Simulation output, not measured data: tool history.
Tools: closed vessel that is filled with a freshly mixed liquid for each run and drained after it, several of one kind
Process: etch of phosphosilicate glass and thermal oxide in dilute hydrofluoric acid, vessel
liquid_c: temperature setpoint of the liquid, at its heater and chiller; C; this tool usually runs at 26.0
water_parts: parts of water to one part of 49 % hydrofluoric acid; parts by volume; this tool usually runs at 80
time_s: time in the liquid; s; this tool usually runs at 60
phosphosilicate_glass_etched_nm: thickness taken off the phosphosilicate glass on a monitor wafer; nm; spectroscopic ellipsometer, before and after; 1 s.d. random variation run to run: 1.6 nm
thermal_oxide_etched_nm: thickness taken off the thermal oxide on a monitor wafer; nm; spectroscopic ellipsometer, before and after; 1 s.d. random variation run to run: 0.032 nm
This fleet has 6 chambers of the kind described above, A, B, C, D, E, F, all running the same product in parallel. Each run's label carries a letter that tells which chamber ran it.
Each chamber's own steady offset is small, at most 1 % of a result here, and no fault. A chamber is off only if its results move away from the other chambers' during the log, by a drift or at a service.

run   hour  liquid_c  water_parts  time_s  hours since the thermometer was replaced  hours since the hydrofluoric acid flow meter was replaced  read-back film thickness of the phosphosilicate glass reference wafer, read on the same gauge (nm)  read-back film thickness of the thermal oxide reference wafer, read on the same gauge (nm)  phosphosilicate_glass_etched_nm  thermal_oxide_etched_nm
 1E    6.4      26.0           80      60                                     603.9                                                      814.5                                                                                              59.988                                                                                      90.014                           167.95                   3.7428
 2C   12.7      26.0           80      60                                    1170.9                                                     1059.9                                                                                              60.000                                                                                      89.989                           169.14                   3.7216
 3A   18.2      26.0           80      60                                     549.4                                                      665.3                                                                                              59.992                                                                                      89.999                           168.19                   3.7210
 4F   23.6      26.0           80      60                                     181.7                                                      257.2                                                                                              59.993                                                                                      90.014                           167.37                   3.7469
 5B   29.4      26.0           80      60                                    2849.8                                                     1396.6                                                                                              60.020                                                                                      89.992                           165.78                   3.7307
 6D   33.7      26.0           80      60                                     646.1                                                     1457.3                                                                                              59.982                                                                                      90.005                           163.50                   3.7008
 7A   38.9      21.0           80      60                                     570.1                                                      686.0                                                                                              60.003                                                                                      90.010                           135.58                   3.0827
 8D   45.4      21.0           80      60                                     657.8                                                     1469.0                                                                                              59.976                                                                                      90.026                           136.46                   3.0439
 9B   52.9      21.0           80      60                                    2873.3                                                     1420.1                                                                                              60.017                                                                                      89.989                           136.47                   3.0822
10E   56.7      21.0           80      60                                     654.2                                                      864.8                                                                                              59.982                                                                                      89.982                           136.95                   3.0408
11F   60.7      21.0           80      60                                     218.8                                                      294.3                                                                                              60.002                                                                                      89.999                           135.86                   3.0835
12C   66.0      21.0           80      60                                    1224.2                                                     1113.2                                                                                              59.993                                                                                      90.002                           138.89                   3.0033
13B   70.0      26.0          100      60                                    2890.4                                                     1437.2                                                                                              59.998                                                                                      90.011                           129.56                   2.9310
14F   76.1      26.0          100      60                                     234.2                                                      309.7                                                                                              59.994                                                                                      89.985                           130.76                   2.9179
15A   81.1      26.0          100      60                                     612.3                                                      728.2                                                                                              59.984                                                                                      89.993                           130.18                   2.9282
16D   84.6      26.0          100      60                                     697.0                                                     1508.2                                                                                              60.010                                                                                      90.003                           130.70                   2.9339
      88.2  -- chamber D: hydrofluoric acid flow meter replaced
17E   91.3      26.0          100      60                                     688.8                                                      899.4                                                                                              60.017                                                                                      89.996                           128.27                   2.8865
18C   97.4      26.0          100      60                                    1255.6                                                     1144.6                                                                                              60.009                                                                                      89.993                           130.13                   2.8889
19F  100.8      26.0           80      60                                     258.9                                                      334.4                                                                                              59.978                                                                                      90.003                           167.08                   3.6647
20E  104.1      26.0           50      85                                     701.6                                                      912.2                                                                                              59.979                                                                                      90.002                           383.12                   8.7724
21B  108.7      26.0           50      85                                    2929.1                                                     1475.9                                                                                              59.991                                                                                      89.992                           386.59                   8.7852
22A  115.0      26.0           50      85                                     646.2                                                      762.1                                                                                              60.013                                                                                      89.979                           401.75                   9.0375
23D  119.0      26.0           50      85                                     731.4                                                       30.8                                                                                              60.020                                                                                      90.013                           392.23                   8.7357
24C  122.5      26.0           50      85                                    1280.7                                                     1169.7                                                                                              60.000                                                                                      90.030                           395.02                   8.5763
25C  129.1      26.0           50      85                                    1287.3                                                     1176.3                                                                                              59.998                                                                                      90.008                           394.15                   8.7163
26F  133.4      26.0           80      60                                     291.5                                                      367.0                                                                                              60.010                                                                                      90.020                           166.12                   3.7589
27E  138.2      26.0           80      60                                     735.7                                                      946.3                                                                                              59.994                                                                                      90.019                           166.65                   3.7449
28D  142.7      26.0           80      60                                     755.1                                                       54.5                                                                                              60.023                                                                                      89.989                           165.97                   3.7045
29B  148.7      30.5           80      90                                    2969.1                                                     1515.9                                                                                              60.016                                                                                      90.002                           297.21                   6.7106
30A  156.1      30.5           80      90                                     687.3                                                      803.2                                                                                              59.997                                                                                      90.010                           298.09                   6.7149
31A  160.5      30.5           80      90                                     691.7                                                      807.6                                                                                              59.995                                                                                      89.991                           296.63                   6.7696
32C  166.7      30.5           80      90                                    1324.9                                                     1213.9                                                                                              59.980                                                                                      89.999                           300.92                   6.6227
33E  173.8      30.5           80      90                                     771.3                                                      981.9                                                                                              59.998                                                                                      90.005                           290.74                   6.6762
34F  178.3      30.5           80      90                                     336.4                                                      411.9                                                                                              59.985                                                                                      90.013                           298.78                   6.6732
35D  182.8      26.0           80      60                                     795.2                                                       94.6                                                                                              59.985                                                                                      89.997                           165.93                   3.7643
36B  189.1      26.0           80      60                                    3009.5                                                     1556.3                                                                                              59.989                                                                                      90.001                           165.98                   3.7511
37A  194.2      26.0           80      40                                     725.4                                                      841.3                                                                                              59.989                                                                                      89.993                           112.07                   2.5142
38F  199.4      26.0           80      40                                     357.5                                                      433.0                                                                                              59.990                                                                                      89.998                           112.37                   2.4662
39D  205.7      26.0           80      40                                     818.1                                                      117.5                                                                                              60.018                                                                                      90.005                           109.69                   2.4639
40E  209.6      26.0           80      40                                     807.1                                                     1017.7                                                                                              60.003                                                                                      89.992                           111.42                   2.4779
41B  214.7      26.0           80      40                                    3035.1                                                     1581.9                                                                                              59.995                                                                                      90.018                           112.59                   2.4871
42C  220.8      26.0           80      40                                    1379.0                                                     1268.0                                                                                              59.992                                                                                      89.978                           111.26                   2.4733

Each of the 6 chambers runs these same settings next. Fill in every chamber's results:
43A  226.2      26.0           60      60                                                                                                                                                                                                                                                                                                                                     ?                        ?
43B  226.2      26.0           60      60                                                                                                                                                                                                                                                                                                                                     ?                        ?
43C  226.2      26.0           60      60                                                                                                                                                                                                                                                                                                                                     ?                        ?
43D  226.2      26.0           60      60                                                                                                                                                                                                                                                                                                                                     ?                        ?
43E  226.2      26.0           60      60                                                                                                                                                                                                                                                                                                                                     ?                        ?
43F  226.2      26.0           60      60                                                                                                                                                                                                                                                                                                                                     ?                        ?

run  phosphosilicate_glass_etched_nm  thermal_oxide_etched_nm
43A                           232.65                   5.1924
43B                           225.43                   5.1357
43C                           229.35                   5.1008
43D                           224.15                   5.1695
43E                           224.60                   5.0431
43F                           231.58                   5.0628

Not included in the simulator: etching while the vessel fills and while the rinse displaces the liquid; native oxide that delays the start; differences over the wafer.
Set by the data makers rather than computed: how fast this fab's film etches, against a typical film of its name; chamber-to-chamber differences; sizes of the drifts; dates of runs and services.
